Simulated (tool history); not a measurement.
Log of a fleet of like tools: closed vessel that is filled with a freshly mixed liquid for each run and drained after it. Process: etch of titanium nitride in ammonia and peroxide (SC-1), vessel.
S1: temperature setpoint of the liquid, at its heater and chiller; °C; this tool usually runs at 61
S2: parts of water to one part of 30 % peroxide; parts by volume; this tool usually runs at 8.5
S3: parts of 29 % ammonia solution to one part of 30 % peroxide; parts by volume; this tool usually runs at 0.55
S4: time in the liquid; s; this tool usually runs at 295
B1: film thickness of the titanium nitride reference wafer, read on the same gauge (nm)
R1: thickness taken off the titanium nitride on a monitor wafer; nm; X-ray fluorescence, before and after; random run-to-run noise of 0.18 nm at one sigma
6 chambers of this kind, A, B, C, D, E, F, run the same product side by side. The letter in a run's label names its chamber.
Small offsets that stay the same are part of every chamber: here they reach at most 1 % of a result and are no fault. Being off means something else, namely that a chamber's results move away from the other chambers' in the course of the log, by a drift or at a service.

run     day  S1   S2    S3   S4      B1      R1
 1C   0.188  61  8.5  0.55  295  119.97  53.759
 2B   0.383  61  8.5  0.55  295  120.00  53.500
 3D   0.554  61  8.5  0.55  295  120.01  53.779
      0.746  -- chamber E: new drum of ammonia solution connected
 4E   0.846  61  8.5  0.55  295  120.00  53.797
 5F   1.054  61  8.5  0.55  295  120.03  53.957
 6A   1.412  61  8.5  0.55  295  120.00  54.135
      1.625  -- chamber B: new drum of ammonia solution connected
 7E   1.642  61  8.5  0.55  295  120.00  53.747
      1.662  -- chamber A: new drum of ammonia solution connected
 8D   1.812  61  8.5  0.55  295  119.98  53.487
 9C   2.025  61  8.5  0.55  295  119.99  53.312
10A   2.338  61  8.5  0.55  295  119.98  54.122
11B   2.571  61  8.5  0.55  295  120.01  53.857
      2.604  -- chamber D: new drum of ammonia solution connected
12F   2.800  61  8.5  0.55  295  119.99  53.713
13E   3.167  61  8.5  0.55  295  119.99  53.527
14D   3.525  61  8.5  0.55  295  120.00  53.505
15C   3.817  64  8.5  0.55  425  119.98  92.452
16F   4.083  64  8.5  0.55  425  119.96  94.705
17A   4.292  64  8.5  0.55  425  120.00  93.664
18B   4.546  64  8.5  0.55  425  120.01  93.807
19B   4.708  64  8.5  0.55  425  119.99  93.714
20D   4.971  64  8.5  0.55  425  120.01  93.842
21F   5.296  61  8.5  0.55  295  120.00  54.090
22E   5.633  61  8.5  0.55  295  119.99  53.804
23A   5.908  61  8.5  0.55  295  120.02  53.855
24C   6.158  61  8.5  0.55  295  119.98  52.289
25F   6.362  61  8.5  0.55  295  119.98  54.027
26C   6.675  61  8.5  0.55  295  120.01  51.985
27E   6.871  61  8.5  0.55  295  120.00  53.814
28B   7.121  61  8.5  0.55  295  120.01  53.736
29D   7.308  61  8.5  0.55  295  120.00  53.578
      7.371  -- chamber C: new drum of ammonia solution connected
      7.600  -- chamber F: new drum of ammonia solution connected
30A   7.658  61  8.5  0.55  295  119.98  53.987
      7.704  -- chamber F: ammonia flow meter replaced
31E   8.021  61  8.5  0.55  295  120.00  53.917
32B   8.379  61  8.5  0.55  295  120.01  53.500
33C   8.650  61  8.5  0.55  295  119.98  51.743
34F   9.025  61  8.5  0.55  295  120.02  53.998
35A   9.288  61  8.5  0.55  295  119.98  53.958
36D   9.467  61  8.5  0.55  295  120.02  53.573
37E   9.638  67  8.5  0.35  295  119.99  72.018
38F   9.967  67  8.5  0.35  295  120.01  73.580
39D  10.196  67  8.5  0.35  295  119.99  72.363
40A  10.412  67  8.5  0.35  295  119.99  73.520

Next, every chamber runs the same settings. What will each give?
41A  10.683  61  9.5  0.55  295       ?
41B  10.683  61  9.5  0.55  295       ?
41C  10.683  61  9.5  0.55  295       ?
41D  10.683  61  9.5  0.55  295       ?
41E  10.683  61  9.5  0.55  295       ?
41F  10.683  61  9.5  0.55  295       ?

run      R1
41A  51.205
41B  50.786
41C  48.275
41D  50.532
41E  50.731
41F  50.911
